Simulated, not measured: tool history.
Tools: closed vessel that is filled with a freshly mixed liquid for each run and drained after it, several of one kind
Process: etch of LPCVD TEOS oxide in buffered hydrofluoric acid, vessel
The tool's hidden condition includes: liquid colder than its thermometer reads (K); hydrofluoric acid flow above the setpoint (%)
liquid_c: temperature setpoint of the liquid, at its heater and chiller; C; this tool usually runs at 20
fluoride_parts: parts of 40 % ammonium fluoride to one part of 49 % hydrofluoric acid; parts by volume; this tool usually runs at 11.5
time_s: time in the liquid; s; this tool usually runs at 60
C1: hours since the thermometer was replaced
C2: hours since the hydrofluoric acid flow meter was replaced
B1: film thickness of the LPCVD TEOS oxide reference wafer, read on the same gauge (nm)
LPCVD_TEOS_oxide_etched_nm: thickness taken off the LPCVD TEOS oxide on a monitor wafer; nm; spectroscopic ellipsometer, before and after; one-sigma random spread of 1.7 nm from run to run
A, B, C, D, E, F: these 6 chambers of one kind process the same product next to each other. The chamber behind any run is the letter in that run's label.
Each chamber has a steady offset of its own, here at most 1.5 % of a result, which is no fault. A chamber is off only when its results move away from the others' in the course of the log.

At hour 6.6: chamber E: thermometer replaced.
Run 1D, hour 7.0: usual settings; C1 1057.1; C2 2222.9; B1 60.010. Result: LPCVD_TEOS_oxide_etched_nm 194.97 nm.
Run 2E, hour 12.6: usual settings; C1 6.0; C2 1781.8; B1 60.001. Result: LPCVD_TEOS_oxide_etched_nm 191.19 nm.
Run 3F, hour 16.5: usual settings; C1 789.6; C2 848.8; B1 60.021. Result: LPCVD_TEOS_oxide_etched_nm 196.00 nm.
Run 4B, hour 22.7: usual settings; C1 925.1; C2 648.5; B1 60.010. Result: LPCVD_TEOS_oxide_etched_nm 194.56 nm.
Run 5A, hour 29.3: usual settings but time_s 40 s; C1 42.1; C2 140.8; B1 60.010. Result: LPCVD_TEOS_oxide_etched_nm 129.99 nm.
Run 6C, hour 33.9: usual settings but time_s 40 s; C1 138.5; C2 1665.2; B1 59.989. Result: LPCVD_TEOS_oxide_etched_nm 128.62 nm.
Run 7E, hour 38.7: usual settings but time_s 40 s; C1 32.1; C2 1807.9; B1 59.977. Result: LPCVD_TEOS_oxide_etched_nm 130.29 nm.
Run 8F, hour 42.7: usual settings but time_s 40 s; C1 815.8; C2 875.0; B1 59.991. Result: LPCVD_TEOS_oxide_etched_nm 130.40 nm.
Run 9B, hour 45.9: usual settings but time_s 40 s; C1 948.3; C2 671.7; B1 59.983. Result: LPCVD_TEOS_oxide_etched_nm 128.47 nm.
Run 10A, hour 51.4: usual settings but time_s 40 s; C1 64.2; C2 162.9; B1 59.989. Result: LPCVD_TEOS_oxide_etched_nm 128.53 nm.
Run 11C, hour 57.1: usual settings; C1 161.7; C2 1688.4; B1 59.995. Result: LPCVD_TEOS_oxide_etched_nm 195.12 nm.
At hour 61.3: chamber D: hydrofluoric acid flow meter replaced.
Run 12D, hour 62.0: usual settings; C1 1112.1; C2 0.7; B1 60.001. Result: LPCVD_TEOS_oxide_etched_nm 195.87 nm.
Run 13A, hour 68.4: usual settings; C1 81.2; C2 179.9; B1 60.011. Result: LPCVD_TEOS_oxide_etched_nm 196.03 nm.
Run 14D, hour 75.0: usual settings; C1 1125.1; C2 13.7; B1 60.019. Result: LPCVD_TEOS_oxide_etched_nm 195.26 nm.
Run 15E, hour 80.3: usual settings; C1 73.7; C2 1849.5; B1 60.016. Result: LPCVD_TEOS_oxide_etched_nm 196.50 nm.
Run 16C, hour 84.5: usual settings; C1 189.1; C2 1715.8; B1 60.007. Result: LPCVD_TEOS_oxide_etched_nm 193.92 nm.
Run 17B, hour 87.6: usual settings; C1 990.0; C2 713.4; B1 59.991. Result: LPCVD_TEOS_oxide_etched_nm 186.12 nm.
Run 18F, hour 91.3: usual settings; C1 864.4; C2 923.6; B1 59.986. Result: LPCVD_TEOS_oxide_etched_nm 195.82 nm.
Run 19C, hour 94.9: usual settings; C1 199.5; C2 1726.2; B1 60.011. Result: LPCVD_TEOS_oxide_etched_nm 193.40 nm.
Run 20B, hour 101.7: usual settings; C1 1004.1; C2 727.5; B1 59.996. Result: LPCVD_TEOS_oxide_etched_nm 186.67 nm.
Run 21A, hour 105.7: usual settings; C1 118.5; C2 217.2; B1 59.978. Result: LPCVD_TEOS_oxide_etched_nm 191.21 nm.
Run 22D, hour 110.6: usual settings; C1 1160.7; C2 49.3; B1 60.006. Result: LPCVD_TEOS_oxide_etched_nm 197.32 nm.
Run 23E, hour 117.4: usual settings but fluoride_parts 8.5 parts by volume, time_s 75 s; C1 110.8; C2 1886.6; B1 60.010. Result: LPCVD_TEOS_oxide_etched_nm 316.70 nm.
Run 24F, hour 121.1: usual settings but fluoride_parts 8.5 parts by volume, time_s 75 s; C1 894.2; C2 953.4; B1 60.017. Result: LPCVD_TEOS_oxide_etched_nm 311.93 nm.
Run 25C, hour 125.9: usual settings but fluoride_parts 8.5 parts by volume, time_s 75 s; C1 230.5; C2 1757.2; B1 59.996. Result: LPCVD_TEOS_oxide_etched_nm 313.70 nm.
Run 26B, hour 130.6: usual settings but fluoride_parts 8.5 parts by volume, time_s 75 s; C1 1033.0; C2 756.4; B1 59.973. Result: LPCVD_TEOS_oxide_etched_nm 297.90 nm.
Run 27A, hour 136.2: usual settings but fluoride_parts 8.5 parts by volume, time_s 75 s; C1 149.0; C2 247.7; B1 59.987. Result: LPCVD_TEOS_oxide_etched_nm 317.97 nm.
Run 28D, hour 140.2: usual settings but fluoride_parts 8.5 parts by volume, time_s 75 s; C1 1190.3; C2 78.9; B1 59.991. Result: LPCVD_TEOS_oxide_etched_nm 312.38 nm.
Run 29F, hour 145.8: usual settings; C1 918.9; C2 978.1; B1 59.995. Result: LPCVD_TEOS_oxide_etched_nm 195.55 nm.
Run 30E, hour 152.5: usual settings; C1 145.9; C2 1921.7; B1 60.016. Result: LPCVD_TEOS_oxide_etched_nm 196.58 nm.
Run 31B, hour 156.9: usual settings; C1 1059.3; C2 782.7; B1 60.038. Result: LPCVD_TEOS_oxide_etched_nm 177.43 nm.
Run 32E, hour 161.3: usual settings; C1 154.7; C2 1930.5; B1 60.006. Result: LPCVD_TEOS_oxide_etched_nm 194.23 nm.
Run 33C, hour 166.5: usual settings; C1 271.1; C2 1797.8; B1 60.000. Result: LPCVD_TEOS_oxide_etched_nm 195.36 nm.
Run 34D, hour 171.1: usual settings; C1 1221.2; C2 109.8; B1 60.012. Result: LPCVD_TEOS_oxide_etched_nm 196.21 nm.
Run 35A, hour 176.8: usual settings but fluoride_parts 9.5 parts by volume; C1 189.6; C2 288.3; B1 59.998. Result: LPCVD_TEOS_oxide_etched_nm 233.63 nm.
Run 36F, hour 183.0: usual settings but fluoride_parts 9.5 parts by volume; C1 956.1; C2 1015.3; B1 60.024. Result: LPCVD_TEOS_oxide_etched_nm 228.54 nm.

Next, every chamber runs the same settings. What will each give?
Run 37A, hour 188.2: usual settings. Result: LPCVD_TEOS_oxide_etched_nm ?.
Run 37B, hour 188.2: usual settings. Result: LPCVD_TEOS_oxide_etched_nm ?.
Run 37C, hour 188.2: usual settings. Result: LPCVD_TEOS_oxide_etched_nm ?.
Run 37D, hour 188.2: usual settings. Result: LPCVD_TEOS_oxide_etched_nm ?.
Run 37E, hour 188.2: usual settings. Result: LPCVD_TEOS_oxide_etched_nm ?.
Run 37F, hour 188.2: usual settings. Result: LPCVD_TEOS_oxide_etched_nm ?.

run  LPCVD_TEOS_oxide_etched_nm
37A                      194.88
37B                      178.06
37C                      191.05
37D                      194.12
37E                      196.16
37F                      197.85
